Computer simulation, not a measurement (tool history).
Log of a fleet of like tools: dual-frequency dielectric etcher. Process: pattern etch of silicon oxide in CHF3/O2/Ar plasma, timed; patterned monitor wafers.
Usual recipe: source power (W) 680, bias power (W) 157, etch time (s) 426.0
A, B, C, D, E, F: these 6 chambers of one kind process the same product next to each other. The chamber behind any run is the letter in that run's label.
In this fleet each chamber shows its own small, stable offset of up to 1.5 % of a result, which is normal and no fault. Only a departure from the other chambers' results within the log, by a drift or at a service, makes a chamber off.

run   hour  source power (W)  bias power (W)  etch time (s)  hours since the last wet clean  hours since the last source power generator calibration  hours since the last bias power generator calibration  read-back reference wafer on the same gauge, depth_nm  mean etch depth across the wafer (nm)
 1C    2.3               680             157          426.0                           333.4                                                    123.4                                                 2250.3                                                 772.16                                 832.64
 2E    5.5               680             157          426.0                            85.1                                                   4007.8                                                 1129.0                                                 772.27                                 836.42
 3F    9.5               680             157          426.0                            55.5                                                   1216.7                                                 1791.9                                                 772.98                                 842.86
 4B   12.3               680             157          426.0                           393.9                                                   1040.2                                                 2095.8                                                 772.99                                 835.20
 5D   14.3               680             157          426.0                           357.2                                                    672.8                                                  294.0                                                 774.09                                 843.37
 6A   16.4               680             157          426.0                           411.8                                                   2244.8                                                 2974.4                                                 772.64                                 849.55
 7F   19.9               680             172          426.0                            65.9                                                   1227.1                                                 1802.3                                                 772.81                                 874.72
 8A   21.9               680             172          426.0                           417.3                                                   2250.3                                                 2979.9                                                 773.22                                 877.87
      25.5  -- chamber B: wet clean of the chamber
 9C   25.6               680             172          426.0                           356.7                                                    146.7                                                 2273.6                                                 773.58                                 852.83
10D   29.4               680             172          426.0                           372.3                                                    687.9                                                  309.1                                                 773.03                                 869.99
11E   33.0               680             172          426.0                           112.6                                                   4035.3                                                 1156.5                                                 773.68                                 865.99
12B   36.6               680             172          426.0                            11.2                                                   1064.5                                                 2120.1                                                 773.51                                 863.36
13E   38.4               680             157          426.0                           118.0                                                   4040.7                                                 1161.9                                                 772.11                                 847.19
14C   41.8               680             157          426.0                           372.9                                                    162.9                                                 2289.8                                                 773.24                                 837.77
15B   45.8               680             157          426.0                            20.4                                                   1073.7                                                 2129.3                                                 772.99                                 832.75
16D   48.9               680             157          426.0                           391.8                                                    707.4                                                  328.6                                                 772.96                                 841.75
17A   52.7               680             157          426.0                           448.1                                                   2281.1                                                 3010.7                                                 772.14                                 837.21
18F   54.9               680             157          426.0                           100.9                                                   1262.1                                                 1837.3                                                 774.25                                 853.56
19A   58.4               820             157          502.5                           453.8                                                   2286.8                                                 3016.4                                                 773.50                                1061.80
20C   62.3               820             157          502.5                           393.4                                                    183.4                                                 2310.3                                                 773.36                                1060.70
21F   66.4               820             157          502.5                           112.4                                                   1273.6                                                 1848.8                                                 773.58                                1066.00
22E   68.7               820             157          502.5                           148.3                                                   4071.0                                                 1192.2                                                 773.64                                1063.50
23D   71.9               820             157          502.5                           414.8                                                    730.4                                                  351.6                                                 773.41                                1068.70
24B   74.8               820             157          502.5                            49.4                                                   1102.7                                                 2158.3                                                 772.99                                1068.50
25F   78.9               680             157          426.0                           124.9                                                   1286.1                                                 1861.3                                                 774.02                                 839.15
26E   80.9               680             157          426.0                           160.5                                                   4083.2                                                 1204.4                                                 774.18                                 841.65
27A   83.1               830             157          426.0                           478.5                                                   2311.5                                                 3041.1                                                 773.27                                 911.38
28D   85.7               830             157          426.0                           428.6                                                    744.2                                                  365.4                                                 773.32                                 908.62
29C   89.3               830             157          426.0                           420.4                                                    210.4                                                 2337.3                                                 771.58                                 901.59
30B   92.8               830             157          426.0                            67.4                                                   1120.7                                                 2176.3                                                 773.66                                 898.33
31F   94.8               830             157          426.0                           140.8                                                   1302.0                                                 1877.2                                                 772.78                                 912.41
32A   96.7               830             157          426.0                           492.1                                                   2325.1                                                 3054.7                                                 772.52                                 911.18
33C   99.2               680             157          426.0                           430.3                                                    220.3                                                 2347.2                                                 772.65                                 834.42
34B  102.5               680             157          426.0                            77.1                                                   1130.4                                                 2186.0                                                 772.53                                 835.75
35E  105.7               680             157          426.0                           185.3                                                   4108.0                                                 1229.2                                                 773.25                                 839.12
36D  108.4               680             157          426.0                           451.3                                                    766.9                                                  388.1                                                 773.57                                 839.62
37F  112.1               680             157          426.0                           158.1                                                   1319.3                                                 1894.5                                                 773.00                                 845.52
38B  116.2               680             157          426.0                            90.8                                                   1144.1                                                 2199.7                                                 772.74                                 838.72
39D  119.7               680             157          426.0                           462.6                                                    778.2                                                  399.4                                                 772.84                                 837.78
40E  121.9               680             157          426.0                           201.5                                                   4124.2                                                 1245.4                                                 773.10                                 835.68
41C  124.8               680             157          426.0                           455.9                                                    245.9                                                 2372.8                                                 773.12                                 831.17

Does one chamber stand apart from the rest, does the shared gauge drift, or is all well apart from small per-chamber offsets? Give the chamber and the most likely cause, where there is one.

No chamber stands off beyond its own small offset, and the gauge holds steady.
